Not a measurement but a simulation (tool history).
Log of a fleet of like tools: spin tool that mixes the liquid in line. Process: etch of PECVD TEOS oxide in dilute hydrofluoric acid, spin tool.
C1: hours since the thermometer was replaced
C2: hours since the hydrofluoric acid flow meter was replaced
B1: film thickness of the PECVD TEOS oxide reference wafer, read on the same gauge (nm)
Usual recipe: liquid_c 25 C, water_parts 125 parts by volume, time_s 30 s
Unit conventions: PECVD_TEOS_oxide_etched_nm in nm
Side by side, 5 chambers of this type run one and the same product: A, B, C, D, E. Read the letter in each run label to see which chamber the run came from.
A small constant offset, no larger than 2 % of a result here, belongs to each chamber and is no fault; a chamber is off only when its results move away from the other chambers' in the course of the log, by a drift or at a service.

{"run": "1E", "hour": 10.9, "liquid_c": 25, "water_parts": 125, "time_s": 30, "C1": 1025.6, "C2": 1954.6, "B1": 30.014, "PECVD_TEOS_oxide_etched_nm": 6.735}
{"run": "2A", "hour": 20.4, "liquid_c": 25, "water_parts": 125, "time_s": 30, "C1": 298.9, "C2": 1100.4, "B1": 29.998, "PECVD_TEOS_oxide_etched_nm": 6.8762}
{"run": "3D", "hour": 28.3, "liquid_c": 25, "water_parts": 125, "time_s": 30, "C1": 97.7, "C2": 738.1, "B1": 30.009, "PECVD_TEOS_oxide_etched_nm": 6.9224}
{"run": "4B", "hour": 36.9, "liquid_c": 25, "water_parts": 125, "time_s": 30, "C1": 1544.3, "C2": 310.8, "B1": 29.985, "PECVD_TEOS_oxide_etched_nm": 6.8126}
{"run": "5C", "hour": 49.9, "liquid_c": 25, "water_parts": 125, "time_s": 30, "C1": 446.6, "C2": 1498.0, "B1": 29.994, "PECVD_TEOS_oxide_etched_nm": 7.1206}
{"run": "6D", "hour": 59.0, "liquid_c": 25, "water_parts": 85, "time_s": 30, "C1": 128.4, "C2": 768.8, "B1": 29.975, "PECVD_TEOS_oxide_etched_nm": 10.728}
{"run": "7B", "hour": 71.2, "liquid_c": 25, "water_parts": 85, "time_s": 30, "C1": 1578.6, "C2": 345.1, "B1": 30.004, "PECVD_TEOS_oxide_etched_nm": 10.297}
{"run": "8E", "hour": 78.3, "liquid_c": 25, "water_parts": 85, "time_s": 30, "C1": 1093.0, "C2": 2022.0, "B1": 30.004, "PECVD_TEOS_oxide_etched_nm": 10.636}
{"run": "9A", "hour": 87.4, "liquid_c": 25, "water_parts": 85, "time_s": 30, "C1": 365.9, "C2": 1167.4, "B1": 30.001, "PECVD_TEOS_oxide_etched_nm": 10.535}
{"run": "10C", "hour": 95.0, "liquid_c": 25, "water_parts": 85, "time_s": 30, "C1": 491.7, "C2": 1543.1, "B1": 29.976, "PECVD_TEOS_oxide_etched_nm": 10.827}
{"run": "11B", "hour": 103.8, "liquid_c": 25, "water_parts": 125, "time_s": 30, "C1": 1611.2, "C2": 377.7, "B1": 29.984, "PECVD_TEOS_oxide_etched_nm": 6.8151}
{"run": "12D", "hour": 114.1, "liquid_c": 25, "water_parts": 125, "time_s": 30, "C1": 183.5, "C2": 823.9, "B1": 29.997, "PECVD_TEOS_oxide_etched_nm": 6.8986}
{"run": "13E", "hour": 120.2, "liquid_c": 25, "water_parts": 125, "time_s": 30, "C1": 1134.9, "C2": 2063.9, "B1": 30.01, "PECVD_TEOS_oxide_etched_nm": 6.9022}
{"run": "14C", "hour": 127.5, "liquid_c": 25, "water_parts": 125, "time_s": 30, "C1": 524.2, "C2": 1575.6, "B1": 30.022, "PECVD_TEOS_oxide_etched_nm": 7.0378}
{"run": "15A", "hour": 139.2, "liquid_c": 25, "water_parts": 125, "time_s": 15, "C1": 417.7, "C2": 1219.2, "B1": 29.975, "PECVD_TEOS_oxide_etched_nm": 3.4606}
{"run": "16C", "hour": 147.7, "liquid_c": 25, "water_parts": 125, "time_s": 15, "C1": 544.4, "C2": 1595.8, "B1": 30.01, "PECVD_TEOS_oxide_etched_nm": 3.4977}
{"run": "17E", "hour": 155.8, "liquid_c": 25, "water_parts": 125, "time_s": 15, "C1": 1170.5, "C2": 2099.5, "B1": 29.993, "PECVD_TEOS_oxide_etched_nm": 3.4482}
{"run": "18B", "hour": 162.1, "liquid_c": 25, "water_parts": 125, "time_s": 15, "C1": 1669.5, "C2": 436.0, "B1": 29.987, "PECVD_TEOS_oxide_etched_nm": 3.4628}
{"run": "19A", "hour": 171.6, "liquid_c": 25, "water_parts": 125, "time_s": 15, "C1": 450.1, "C2": 1251.6, "B1": 30.012, "PECVD_TEOS_oxide_etched_nm": 3.4315}
{"run": "20D", "hour": 180.7, "liquid_c": 25, "water_parts": 125, "time_s": 30, "C1": 250.1, "C2": 890.5, "B1": 29.987, "PECVD_TEOS_oxide_etched_nm": 6.9682}
{"run": "21B", "hour": 186.6, "liquid_c": 25, "water_parts": 125, "time_s": 30, "C1": 1694.0, "C2": 460.5, "B1": 29.982, "PECVD_TEOS_oxide_etched_nm": 7.0345}
{"run": "22A", "hour": 198.2, "liquid_c": 25, "water_parts": 125, "time_s": 30, "C1": 476.7, "C2": 1278.2, "B1": 30.0, "PECVD_TEOS_oxide_etched_nm": 6.8815}
{"run": "23D", "hour": 205.9, "liquid_c": 25, "water_parts": 125, "time_s": 30, "C1": 275.3, "C2": 915.7, "B1": 30.008, "PECVD_TEOS_oxide_etched_nm": 6.8934}
{"run": "24C", "hour": 212.4, "liquid_c": 25, "water_parts": 125, "time_s": 30, "C1": 609.1, "C2": 1660.5, "B1": 29.998, "PECVD_TEOS_oxide_etched_nm": 6.9853}
{"run": "25E", "hour": 221.0, "liquid_c": 25, "water_parts": 125, "time_s": 30, "C1": 1235.7, "C2": 2164.7, "B1": 29.972, "PECVD_TEOS_oxide_etched_nm": 7.0058}
{"run": "26B", "hour": 233.4, "liquid_c": 25, "water_parts": 125, "time_s": 30, "C1": 1740.8, "C2": 507.3, "B1": 29.957, "PECVD_TEOS_oxide_etched_nm": 7.0999}
{"hour": 239.6, "done": "chamber C: thermometer replaced"}
{"run": "27D", "hour": 243.8, "liquid_c": 25, "water_parts": 125, "time_s": 30, "C1": 313.2, "C2": 953.6, "B1": 29.982, "PECVD_TEOS_oxide_etched_nm": 6.9972}
{"run": "28C", "hour": 249.7, "liquid_c": 25, "water_parts": 125, "time_s": 30, "C1": 10.2, "C2": 1697.8, "B1": 30.014, "PECVD_TEOS_oxide_etched_nm": 6.9209}
{"hour": 255.2, "done": "chamber D: hydrofluoric acid flow meter replaced"}
{"run": "29A", "hour": 259.2, "liquid_c": 25, "water_parts": 125, "time_s": 30, "C1": 537.7, "C2": 1339.2, "B1": 30.022, "PECVD_TEOS_oxide_etched_nm": 6.9395}
{"hour": 265.2, "done": "chamber C: hydrofluoric acid flow meter replaced"}
{"run": "30E", "hour": 268.5, "liquid_c": 25, "water_parts": 125, "time_s": 30, "C1": 1283.2, "C2": 2212.2, "B1": 29.997, "PECVD_TEOS_oxide_etched_nm": 6.8488}
{"run": "31A", "hour": 281.3, "liquid_c": 25, "water_parts": 125, "time_s": 30, "C1": 559.8, "C2": 1361.3, "B1": 30.002, "PECVD_TEOS_oxide_etched_nm": 6.9479}
{"run": "32C", "hour": 291.0, "liquid_c": 25, "water_parts": 125, "time_s": 30, "C1": 51.5, "C2": 25.9, "B1": 29.986, "PECVD_TEOS_oxide_etched_nm": 7.0384}
{"run": "33E", "hour": 300.4, "liquid_c": 25, "water_parts": 125, "time_s": 30, "C1": 1315.1, "C2": 2244.1, "B1": 30.023, "PECVD_TEOS_oxide_etched_nm": 6.846}
{"run": "34B", "hour": 306.4, "liquid_c": 25, "water_parts": 175, "time_s": 30, "C1": 1813.8, "C2": 580.3, "B1": 29.99, "PECVD_TEOS_oxide_etched_nm": 4.913}
{"run": "35D", "hour": 312.2, "liquid_c": 25, "water_parts": 175, "time_s": 30, "C1": 381.6, "C2": 57.1, "B1": 29.973, "PECVD_TEOS_oxide_etched_nm": 4.5853}

All 5 chambers run these settings next. Forecast each chamber's results:
{"run": "36A", "hour": 321.8, "liquid_c": 25, "water_parts": 125, "time_s": 30, "PECVD_TEOS_oxide_etched_nm": "?"}
{"run": "36B", "hour": 321.8, "liquid_c": 25, "water_parts": 125, "time_s": 30, "PECVD_TEOS_oxide_etched_nm": "?"}
{"run": "36C", "hour": 321.8, "liquid_c": 25, "water_parts": 125, "time_s": 30, "PECVD_TEOS_oxide_etched_nm": "?"}
{"run": "36D", "hour": 321.8, "liquid_c": 25, "water_parts": 125, "time_s": 30, "PECVD_TEOS_oxide_etched_nm": "?"}
{"run": "36E", "hour": 321.8, "liquid_c": 25, "water_parts": 125, "time_s": 30, "PECVD_TEOS_oxide_etched_nm": "?"}

run=36A PECVD_TEOS_oxide_etched_nm=6.8799
run=36B PECVD_TEOS_oxide_etched_nm=7.2881
run=36C PECVD_TEOS_oxide_etched_nm=6.9710
run=36D PECVD_TEOS_oxide_etched_nm=6.8841
run=36E PECVD_TEOS_oxide_etched_nm=6.8725
